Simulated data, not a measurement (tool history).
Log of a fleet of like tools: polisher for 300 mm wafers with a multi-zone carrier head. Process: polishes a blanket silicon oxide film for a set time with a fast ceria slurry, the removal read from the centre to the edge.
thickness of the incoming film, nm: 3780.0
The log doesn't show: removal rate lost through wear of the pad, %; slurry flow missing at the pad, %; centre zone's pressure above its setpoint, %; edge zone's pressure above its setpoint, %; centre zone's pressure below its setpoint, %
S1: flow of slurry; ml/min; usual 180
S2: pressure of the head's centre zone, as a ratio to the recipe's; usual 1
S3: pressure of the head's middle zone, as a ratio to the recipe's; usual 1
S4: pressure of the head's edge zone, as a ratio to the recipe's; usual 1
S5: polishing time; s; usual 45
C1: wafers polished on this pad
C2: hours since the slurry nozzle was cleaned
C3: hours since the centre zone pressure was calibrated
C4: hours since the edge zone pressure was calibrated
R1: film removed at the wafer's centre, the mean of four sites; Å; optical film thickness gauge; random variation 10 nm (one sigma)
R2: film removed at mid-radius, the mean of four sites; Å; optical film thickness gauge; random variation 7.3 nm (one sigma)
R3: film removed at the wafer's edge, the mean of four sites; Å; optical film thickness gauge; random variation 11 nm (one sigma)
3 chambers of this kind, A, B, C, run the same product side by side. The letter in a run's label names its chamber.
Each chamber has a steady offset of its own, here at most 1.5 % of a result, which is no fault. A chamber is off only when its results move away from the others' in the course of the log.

| run | hour | S1 | S2 | S3 | S4 | S5 | C1 | C2 | C3 | C4 | R1 | R2 | R3 |
|---|---|---|---|---|---|---|---|---|---|---|---|---|---|
| 1C | 9.7 | 180 | 1 | 1 | 1 | 45 | 615 | 465 | 235.6 | 837.9 | 7382.7 | 7434.4 | 7476.3 |
|  | 12.1 | chamber C: worn pad replaced by a new one |
| 2A | 21.9 | 180 | 1 | 1 | 1 | 45 | 894 | 307.8 | 163.1 | 488.4 | 7697.2 | 7591.5 | 7351 |
| 3B | 37.5 | 180 | 1 | 1 | 1 | 45 | 435 | 599.1 | 217.7 | 509.9 | 7554.1 | 7448.9 | 7478.3 |
| 4B | 49.2 | 180 | 1 | 1 | 1 | 45 | 551 | 610.8 | 229.4 | 521.6 | 7618.8 | 7565.7 | 7479.1 |
| 5C | 63.7 | 180 | 1 | 1 | 1 | 45 | 511 | 519 | 289.6 | 891.9 | 7527.4 | 7556.3 | 7326.2 |
|  | 67.6 | chamber A: worn pad replaced by a new one |
|  | 70.6 | chamber B: edge zone pressure recalibrated |
|  | 72.6 | chamber A: edge zone pressure recalibrated |
|  | 76.4 | chamber C: edge zone pressure recalibrated |
| 6A | 77.7 | 180 | 1 | 1 | 1 | 45 | 100 | 363.6 | 218.9 | 5.1 | 7680 | 7532.9 | 7308 |
|  | 79.7 | chamber C: worn pad replaced by a new one |
|  | 87.6 | chamber B: worn pad replaced by a new one |
| 7A | 93.7 | 180 | 1 | 1 | 1 | 45 | 259 | 379.6 | 234.9 | 21.1 | 7368.9 | 7393 | 7430.3 |
|  | 101.4 | chamber C: centre zone pressure recalibrated |
| 8C | 101.6 | 180 | 1 | 1 | 1 | 45 | 217 | 556.9 | 0.2 | 25.2 | 6976.9 | 7460.1 | 7540.5 |
| 9B | 116.9 | 180 | 1 | 1 | 1 | 45 | 291 | 678.5 | 297.1 | 46.3 | 7521.9 | 7573.2 | 7321.1 |
|  | 122 | chamber B: slurry nozzle cleaned |
| 10B | 129.6 | 180 | 1 | 1 | 1 | 45 | 417 | 7.6 | 309.8 | 59 | 7422.2 | 7526.7 | 7318.5 |
|  | 140.8 | chamber C: worn pad replaced by a new one |
| 11A | 143.1 | 180 | 1 | 1 | 0.91 | 32 | 749 | 429 | 284.3 | 70.5 | 5286.3 | 5259.2 | 4947 |
| 12C | 157.2 | 180 | 1 | 1 | 0.91 | 32 | 163 | 612.5 | 55.8 | 80.8 | 4959.4 | 5385.6 | 5060.2 |
| 13C | 173.1 | 180 | 1 | 1 | 0.91 | 32 | 320 | 628.4 | 71.7 | 96.7 | 4927.8 | 5293 | 4967.2 |
| 14A | 180 | 180 | 1 | 1 | 1 | 45 | 1114 | 465.9 | 321.2 | 107.4 | 7408.7 | 7435.5 | 7483 |
| 15B | 187.1 | 180 | 1 | 1 | 1 | 45 | 986 | 65.1 | 367.3 | 116.5 | 7630.8 | 7344.7 | 7559.1 |
|  | 189 | chamber A: worn pad replaced by a new one |
|  | 199.6 | chamber B: worn pad replaced by a new one |
| 16B | 202.3 | 180 | 1 | 1 | 1 | 45 | 27 | 80.3 | 382.5 | 131.7 | 7634.4 | 7627.9 | 7381.7 |
|  | 212.1 | chamber C: worn pad replaced by a new one |
| 17C | 217.9 | 180 | 1 | 1 | 1 | 45 | 58 | 673.2 | 116.5 | 141.5 | 6875.7 | 7595.5 | 7470.4 |
| 18A | 231.4 | 180 | 1 | 1 | 1 | 45 | 420 | 517.3 | 372.6 | 158.8 | 7496.7 | 7535.5 | 7551.1 |
| 19B | 246.6 | 180 | 1 | 1 | 1 | 45 | 466 | 124.6 | 426.8 | 176 | 7553.6 | 7524.8 | 7374.9 |
| 20A | 256.1 | 180 | 1 | 1 | 1 | 45 | 665 | 542 | 397.3 | 183.5 | 7601 | 7512.9 | 7325.9 |
| 21C | 266.9 | 180 | 1 | 1 | 1 | 45 | 543 | 722.2 | 165.5 | 190.5 | 6982.5 | 7400.2 | 7470.9 |
| 22C | 278.6 | 180 | 1 | 1 | 1 | 45 | 659 | 733.9 | 177.2 | 202.2 | 7051.2 | 7409.6 | 7762.6 |
| 23A | 288.6 | 180 | 1 | 1 | 1 | 45 | 987 | 574.5 | 429.8 | 216 | 7500.4 | 7587.6 | 7560.4 |

What goes on in this fleet: one chamber off, a drifting gauge, or nothing beyond the chambers' own small offsets? Name the chamber and the cause, if any.

A service left chamber C off against the others.
Cause: centre zone's pressure below its setpoint, % = 7.97.

Here are 4 candidates for chamber C's next run, each the usual settings with a change, their results left as question marks. Which one brings its results back in line with what the others give on the usual settings?
In line means no further than this from the other chambers' mean on the usual settings: R1 360 Å; R2 260 Å; R3 380 Å
| 24C-1 | 300.1 | 175 | 0.93 | 1 | 1.03 | 45 |  |  |  |  | ? | ? | ? |
| 24C-2 | 300.1 | 190 | 1.13 | 0.99 | 0.95 | 46 |  |  |  |  | ? | ? | ? |
| 24C-3 | 300.1 | 170 | 0.87 | 1.01 | 1.05 | 44 |  |  |  |  | ? | ? | ? |
| 24C-4 | 300.1 | 185 | 1.07 | 1 | 0.97 | 45 |  |  |  |  | ? | ? | ? |

The other chambers' mean on the usual settings: R1 7515.2 Å; R2 7509.1 Å; R3 7456 Å
| run | R1 | R2 | R3 |
|---|---|---|---|
| 24C-1 | 6359.6 | 7464.4 | 7615.8 |
| 24C-2 | 8170.9 | 7654.6 | 7541.7 |
| 24C-3 | 5742 | 7330.5 | 7494.3 |
| 24C-4 | 7497 | 7527.3 | 7432.3 |
24C-4 brings the chamber back in line.
